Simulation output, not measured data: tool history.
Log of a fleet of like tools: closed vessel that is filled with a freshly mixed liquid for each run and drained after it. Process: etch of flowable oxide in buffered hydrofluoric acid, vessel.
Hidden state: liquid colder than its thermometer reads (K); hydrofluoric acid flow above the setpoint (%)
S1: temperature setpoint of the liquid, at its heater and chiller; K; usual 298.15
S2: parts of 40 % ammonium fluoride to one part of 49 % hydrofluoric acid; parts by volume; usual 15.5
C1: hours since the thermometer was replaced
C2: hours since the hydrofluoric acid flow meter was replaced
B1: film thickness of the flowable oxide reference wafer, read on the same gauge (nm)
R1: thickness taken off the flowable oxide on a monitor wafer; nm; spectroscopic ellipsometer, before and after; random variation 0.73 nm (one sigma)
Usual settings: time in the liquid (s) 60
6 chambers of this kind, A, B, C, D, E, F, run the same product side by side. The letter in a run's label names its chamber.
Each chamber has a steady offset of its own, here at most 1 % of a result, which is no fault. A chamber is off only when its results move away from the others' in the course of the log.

{"run": "1F", "hour": 7.7, "S1": 298.15, "S2": 15.5, "time in the liquid (s)": 60, "C1": 827.8, "C2": 1263.2, "B1": 120.0, "R1": 98.39}
{"run": "2D", "hour": 19.1, "S1": 298.15, "S2": 15.5, "time in the liquid (s)": 60, "C1": 100.7, "C2": 1268.1, "B1": 119.99, "R1": 97.606}
{"run": "3B", "hour": 29.8, "S1": 298.15, "S2": 15.5, "time in the liquid (s)": 60, "C1": 97.2, "C2": 251.6, "B1": 120.01, "R1": 99.151}
{"run": "4A", "hour": 36.3, "S1": 298.15, "S2": 15.5, "time in the liquid (s)": 60, "C1": 119.9, "C2": 308.4, "B1": 120.0, "R1": 97.872}
{"run": "5E", "hour": 43.8, "S1": 298.15, "S2": 15.5, "time in the liquid (s)": 60, "C1": 478.4, "C2": 63.7, "B1": 119.98, "R1": 97.687}
{"run": "6C", "hour": 50.2, "S1": 298.15, "S2": 15.5, "time in the liquid (s)": 60, "C1": 1628.7, "C2": 547.8, "B1": 120.01, "R1": 97.683}
{"run": "7A", "hour": 59.7, "S1": 296.65, "S2": 15.5, "time in the liquid (s)": 80, "C1": 143.3, "C2": 331.8, "B1": 120.04, "R1": 119.68}
{"run": "8D", "hour": 65.6, "S1": 296.65, "S2": 15.5, "time in the liquid (s)": 80, "C1": 147.2, "C2": 1314.6, "B1": 119.96, "R1": 121.39}
{"run": "9F", "hour": 73.1, "S1": 296.65, "S2": 15.5, "time in the liquid (s)": 80, "C1": 893.2, "C2": 1328.6, "B1": 120.0, "R1": 119.59}
{"run": "10B", "hour": 79.1, "S1": 296.65, "S2": 15.5, "time in the liquid (s)": 80, "C1": 146.5, "C2": 300.9, "B1": 120.02, "R1": 121.5}
{"run": "11C", "hour": 88.6, "S1": 296.65, "S2": 15.5, "time in the liquid (s)": 80, "C1": 1667.1, "C2": 586.2, "B1": 120.03, "R1": 118.82}
{"hour": 94.4, "done": "chamber C: hydrofluoric acid flow meter replaced"}
{"run": "12E", "hour": 97.6, "S1": 296.65, "S2": 15.5, "time in the liquid (s)": 80, "C1": 532.2, "C2": 117.5, "B1": 120.03, "R1": 119.85}
{"run": "13F", "hour": 106.3, "S1": 298.15, "S2": 15.5, "time in the liquid (s)": 60, "C1": 926.4, "C2": 1361.8, "B1": 119.98, "R1": 97.564}
{"run": "14A", "hour": 119.0, "S1": 298.15, "S2": 18.5, "time in the liquid (s)": 90, "C1": 202.6, "C2": 391.1, "B1": 120.01, "R1": 121.21}
{"run": "15C", "hour": 129.2, "S1": 298.15, "S2": 18.5, "time in the liquid (s)": 90, "C1": 1707.7, "C2": 34.8, "B1": 120.0, "R1": 122.62}
{"run": "16E", "hour": 140.0, "S1": 298.15, "S2": 18.5, "time in the liquid (s)": 90, "C1": 574.6, "C2": 159.9, "B1": 120.01, "R1": 123.51}
{"run": "17D", "hour": 150.1, "S1": 298.15, "S2": 18.5, "time in the liquid (s)": 90, "C1": 231.7, "C2": 1399.1, "B1": 120.01, "R1": 124.16}
{"run": "18B", "hour": 161.9, "S1": 298.15, "S2": 18.5, "time in the liquid (s)": 90, "C1": 229.3, "C2": 383.7, "B1": 119.99, "R1": 123.57}
{"run": "19A", "hour": 172.9, "S1": 298.15, "S2": 18.5, "time in the liquid (s)": 90, "C1": 256.5, "C2": 445.0, "B1": 119.99, "R1": 123.16}
{"run": "20F", "hour": 185.2, "S1": 298.15, "S2": 15.5, "time in the liquid (s)": 60, "C1": 1005.3, "C2": 1440.7, "B1": 119.99, "R1": 97.917}
{"hour": 194.9, "done": "chamber F: hydrofluoric acid flow meter replaced"}
{"run": "21D", "hour": 195.4, "S1": 298.15, "S2": 15.5, "time in the liquid (s)": 60, "C1": 277.0, "C2": 1444.4, "B1": 120.01, "R1": 97.686}
{"run": "22C", "hour": 202.5, "S1": 298.15, "S2": 15.5, "time in the liquid (s)": 60, "C1": 1781.0, "C2": 108.1, "B1": 120.01, "R1": 97.522}
{"run": "23E", "hour": 211.2, "S1": 298.15, "S2": 15.5, "time in the liquid (s)": 60, "C1": 645.8, "C2": 231.1, "B1": 119.98, "R1": 96.27}
{"run": "24B", "hour": 217.7, "S1": 298.15, "S2": 15.5, "time in the liquid (s)": 60, "C1": 285.1, "C2": 439.5, "B1": 119.98, "R1": 98.418}
{"run": "25F", "hour": 228.2, "S1": 298.15, "S2": 15.5, "time in the liquid (s)": 60, "C1": 1048.3, "C2": 33.3, "B1": 120.0, "R1": 98.026}
{"run": "26C", "hour": 238.1, "S1": 298.15, "S2": 15.5, "time in the liquid (s)": 60, "C1": 1816.6, "C2": 143.7, "B1": 119.99, "R1": 95.396}
{"run": "27E", "hour": 249.5, "S1": 298.15, "S2": 15.5, "time in the liquid (s)": 60, "C1": 684.1, "C2": 269.4, "B1": 120.03, "R1": 98.463}
{"run": "28A", "hour": 259.9, "S1": 298.15, "S2": 15.5, "time in the liquid (s)": 60, "C1": 343.5, "C2": 532.0, "B1": 120.03, "R1": 97.682}
{"run": "29B", "hour": 268.5, "S1": 298.15, "S2": 15.5, "time in the liquid (s)": 60, "C1": 335.9, "C2": 490.3, "B1": 119.99, "R1": 99.384}
{"run": "30D", "hour": 278.5, "S1": 298.15, "S2": 15.5, "time in the liquid (s)": 60, "C1": 360.1, "C2": 1527.5, "B1": 119.98, "R1": 98.078}
{"run": "31A", "hour": 286.8, "S1": 298.15, "S2": 15.5, "time in the liquid (s)": 60, "C1": 370.4, "C2": 558.9, "B1": 120.02, "R1": 98.436}
{"run": "32C", "hour": 293.5, "S1": 298.15, "S2": 19.0, "time in the liquid (s)": 85, "C1": 1872.0, "C2": 199.1, "B1": 120.0, "R1": 112.94}
{"run": "33E", "hour": 301.0, "S1": 298.15, "S2": 19.0, "time in the liquid (s)": 85, "C1": 735.6, "C2": 320.9, "B1": 120.01, "R1": 113.43}
{"run": "34B", "hour": 313.6, "S1": 298.15, "S2": 19.0, "time in the liquid (s)": 85, "C1": 381.0, "C2": 535.4, "B1": 119.99, "R1": 113.1}
{"run": "35D", "hour": 323.9, "S1": 298.15, "S2": 19.0, "time in the liquid (s)": 85, "C1": 405.5, "C2": 1572.9, "B1": 120.02, "R1": 114.12}
{"run": "36F", "hour": 336.2, "S1": 298.15, "S2": 19.0, "time in the liquid (s)": 85, "C1": 1156.3, "C2": 141.3, "B1": 119.99, "R1": 114.46}
{"run": "37B", "hour": 344.9, "S1": 298.15, "S2": 19.0, "time in the liquid (s)": 85, "C1": 412.3, "C2": 566.7, "B1": 120.02, "R1": 113.61}
{"run": "38F", "hour": 355.4, "S1": 298.15, "S2": 15.5, "time in the liquid (s)": 60, "C1": 1175.5, "C2": 160.5, "B1": 120.0, "R1": 97.721}
{"run": "39E", "hour": 364.9, "S1": 298.15, "S2": 15.5, "time in the liquid (s)": 60, "C1": 799.5, "C2": 384.8, "B1": 119.97, "R1": 99.128}
{"run": "40C", "hour": 375.2, "S1": 298.15, "S2": 15.5, "time in the liquid (s)": 60, "C1": 1953.7, "C2": 280.8, "B1": 119.98, "R1": 98.152}
{"hour": 377.5, "done": "chamber D: hydrofluoric acid flow meter replaced"}
{"run": "41D", "hour": 387.3, "S1": 298.15, "S2": 15.5, "time in the liquid (s)": 60, "C1": 468.9, "C2": 9.8, "B1": 120.04, "R1": 98.293}
{"run": "42A", "hour": 394.7, "S1": 298.15, "S2": 15.5, "time in the liquid (s)": 60, "C1": 478.3, "C2": 666.8, "B1": 120.0, "R1": 96.912}
{"run": "43A", "hour": 401.6, "S1": 298.15, "S2": 15.5, "time in the liquid (s)": 60, "C1": 485.2, "C2": 673.7, "B1": 119.99, "R1": 98.047}

Next, every chamber runs the same settings. What will each give?
{"run": "44A", "hour": 411.2, "S1": 298.15, "S2": 15.5, "time in the liquid (s)": 60, "R1": "?"}
{"run": "44B", "hour": 411.2, "S1": 298.15, "S2": 15.5, "time in the liquid (s)": 60, "R1": "?"}
{"run": "44C", "hour": 411.2, "S1": 298.15, "S2": 15.5, "time in the liquid (s)": 60, "R1": "?"}
{"run": "44D", "hour": 411.2, "S1": 298.15, "S2": 15.5, "time in the liquid (s)": 60, "R1": "?"}
{"run": "44E", "hour": 411.2, "S1": 298.15, "S2": 15.5, "time in the liquid (s)": 60, "R1": "?"}
{"run": "44F", "hour": 411.2, "S1": 298.15, "S2": 15.5, "time in the liquid (s)": 60, "R1": "?"}

run=44A R1=98.196
run=44B R1=99.022
run=44C R1=96.986
run=44D R1=97.971
run=44E R1=97.134
run=44F R1=98.463

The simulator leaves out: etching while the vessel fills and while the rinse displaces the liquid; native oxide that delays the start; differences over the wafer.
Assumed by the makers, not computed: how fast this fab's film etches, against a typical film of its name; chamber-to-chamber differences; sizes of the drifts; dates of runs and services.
